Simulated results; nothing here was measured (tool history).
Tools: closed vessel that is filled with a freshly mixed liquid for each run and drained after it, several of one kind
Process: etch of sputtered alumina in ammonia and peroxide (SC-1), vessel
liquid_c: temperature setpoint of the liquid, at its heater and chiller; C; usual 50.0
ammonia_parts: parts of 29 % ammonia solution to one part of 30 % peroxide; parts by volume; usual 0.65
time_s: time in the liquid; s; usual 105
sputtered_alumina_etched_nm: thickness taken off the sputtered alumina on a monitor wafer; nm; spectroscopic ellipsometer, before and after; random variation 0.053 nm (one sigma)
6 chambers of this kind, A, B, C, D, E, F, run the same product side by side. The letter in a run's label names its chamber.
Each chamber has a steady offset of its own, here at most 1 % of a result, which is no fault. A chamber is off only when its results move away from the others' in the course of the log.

run   hour  liquid_c  ammonia_parts  time_s  read-back film thickness of the sputtered alumina reference wafer, read on the same gauge (nm)  sputtered_alumina_etched_nm
 1C    7.2      50.0           0.65     105                                                                                          139.99                       5.4681
 2E   18.9      50.0           0.65     105                                                                                          140.00                       5.3959
      21.8  -- chamber B: new drum of ammonia solution connected
 3B   31.5      50.0           0.65     105                                                                                          140.01                       5.3811
 4A   40.5      50.0           0.65     105                                                                                          140.00                       5.4428
 5F   47.8      50.0           0.65     105                                                                                          139.97                       5.3608
 6D   59.9      50.0           0.65     105                                                                                          139.99                       5.3543
 7B   73.2      50.0           0.65     105                                                                                          140.00                       5.4133
 8E   82.9      50.0           0.65     105                                                                                          140.00                       5.4434
 9D   92.4      50.0           0.65     105                                                                                          139.99                       5.3535
10C  100.8      50.0           0.65     105                                                                                          139.99                       5.4963
     109.1  -- chamber D: thermometer replaced
11A  109.2      50.0           0.65     105                                                                                          139.99                       5.3666
12F  118.2      50.0           0.65     105                                                                                          140.02                       5.4606
     124.4  -- chamber F: new drum of ammonia solution connected
13A  131.2      50.0           0.65     105                                                                                          139.99                       5.4066
14D  138.0      50.0           0.65     105                                                                                          140.01                       5.4174
15B  150.7      44.5           0.65     105                                                                                          140.01                       3.9800
16C  156.7      44.5           0.65     105                                                                                          140.00                       3.9784
     159.2  -- chamber D: new drum of ammonia solution connected
17F  167.5      44.5           0.65     105                                                                                          140.00                       3.9413
18E  179.3      44.5           0.65     105                                                                                          140.01                       3.9810
19B  187.4      44.5           0.65     105                                                                                          139.98                       3.9716
20E  194.2      44.5           0.65     105                                                                                          140.00                       4.0005
21D  202.2      50.0           0.65     105                                                                                          140.01                       5.3361
22A  211.2      50.0           0.50     105                                                                                          140.00                       5.2563
23F  217.2      50.0           0.50     105                                                                                          139.99                       5.3089
24C  227.1      50.0           0.50     105                                                                                          140.02                       5.1175
25F  236.5      50.0           0.50     105                                                                                          140.00                       5.3234
26A  249.0      50.0           0.50     105                                                                                          140.00                       5.1830
27B  256.7      50.0           0.50     105                                                                                          139.98                       5.2831
28D  267.6      53.0           0.65      75                                                                                          139.98                       4.5446
     269.7  -- chamber E: thermometer replaced
29C  280.5      53.0           0.65      75                                                                                          140.01                       4.3901
30E  290.0      53.0           0.65      75                                                                                          140.00                       4.4872
31C  300.3      53.0           0.65      75                                                                                          140.00                       4.3284
32F  310.4      53.0           0.65      75                                                                                          140.01                       4.6087
33E  317.6      53.0           0.65      75                                                                                          140.01                       4.5293
     322.1  -- chamber A: new drum of ammonia solution connected
34B  330.0      50.0           0.65     105                                                                                          140.01                       5.4436
35A  336.9      50.0           0.65     105                                                                                          140.00                       5.2875
36D  350.4      50.0           0.65     105                                                                                          140.01                       5.4537
37B  363.7      50.0           0.65     105                                                                                          139.99                       5.4149
38D  375.2      50.0           0.45     105                                                                                          139.99                       5.3214
39F  388.7      50.0           0.45     105                                                                                          139.99                       5.1235

Next, every chamber runs the same settings. What will each give?
40A  398.6      50.0           0.65     105                                                                                                                            ?
40B  398.6      50.0           0.65     105                                                                                                                            ?
40C  398.6      50.0           0.65     105                                                                                                                            ?
40D  398.6      50.0           0.65     105                                                                                                                            ?
40E  398.6      50.0           0.65     105                                                                                                                            ?
40F  398.6      50.0           0.65     105                                                                                                                            ?

run  sputtered_alumina_etched_nm
40A                       5.3139
40B                       5.3755
40C                       4.9345
40D                       5.3484
40E                       5.4064
40F                       5.3313
